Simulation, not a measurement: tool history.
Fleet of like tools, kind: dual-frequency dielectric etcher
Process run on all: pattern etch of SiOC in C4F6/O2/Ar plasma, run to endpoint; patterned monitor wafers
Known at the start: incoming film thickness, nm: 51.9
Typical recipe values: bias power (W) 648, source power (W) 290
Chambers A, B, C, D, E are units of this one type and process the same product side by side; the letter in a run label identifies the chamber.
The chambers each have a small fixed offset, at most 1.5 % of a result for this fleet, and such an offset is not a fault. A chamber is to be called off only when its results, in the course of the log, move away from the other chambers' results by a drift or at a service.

run   hour  bias power (W)  source power (W)  endpoint time (s)
 1A    9.1             648               290             18.121
 2E   17.9             648               290             17.872
 3D   22.8             648               290             17.939
 4C   28.2             648               290              17.65
 5B   34.5             702               310             16.417
 6B   43.2             702               310              16.61
 7A     52             702               310             17.084
 8D   59.9             702               310             16.695
 9E   69.4             702               310             17.008
10C   75.7             648               290             17.619
11D   80.9             648               290             17.743
12B   87.2             648               290             17.709
      95.3  -- chamber B: bias power generator calibrated
13E   96.9             648               290             18.032
14C  104.7             648               290             17.563
15A  113.3             648               290                 18
16E  118.1             648               290             17.929
17A  128.3             765               240              17.92
18B  135.2             765               240             17.399
19D  141.8             765               240             17.845
20C  147.9             765               240             17.579
21E    157             765               240              17.93
22D  165.8             648               290             17.679
     175.4  -- chamber E: wet clean of the chamber
23A  176.6             648               290             17.895
     177.2  -- chamber D: wet clean of the chamber
24C  183.2             648               290             17.442
25B  190.1             648               290             17.569
     194.1  -- chamber C: wet clean of the chamber
26A  199.6             648               290             17.796
27D  204.7             705               260             17.801
     211.6  -- chamber B: wet clean of the chamber
28E  214.5             705               260             18.047
29C  223.7             705               260              17.69
30B  228.8             705               260             17.536
31E  238.9             705               260              18.18
32A  248.3             648               290             18.159
33D  253.9             648               290             17.823
34C  261.1             648               290             17.494
35B  269.8             560               340              17.68
36B  279.8             560               340             17.415
37E  290.3             560               340             17.695
38A  300.1             560               340             18.045
39C  307.7             560               340             17.791
40D  316.4             648               290             17.865
41D  323.7             648               290             17.825
42E  331.7             648               290             17.938
43C  338.9             648               290             17.746

Each of the 5 chambers runs these same settings next. Fill in every chamber's results:
44A  346.7             648               290                  ?
44B  346.7             648               290                  ?
44C  346.7             648               290                  ?
44D  346.7             648               290                  ?
44E  346.7             648               290                  ?

run  endpoint time (s)
44A             17.981
44B              17.55
44C             17.521
44D             17.689
44E             17.873

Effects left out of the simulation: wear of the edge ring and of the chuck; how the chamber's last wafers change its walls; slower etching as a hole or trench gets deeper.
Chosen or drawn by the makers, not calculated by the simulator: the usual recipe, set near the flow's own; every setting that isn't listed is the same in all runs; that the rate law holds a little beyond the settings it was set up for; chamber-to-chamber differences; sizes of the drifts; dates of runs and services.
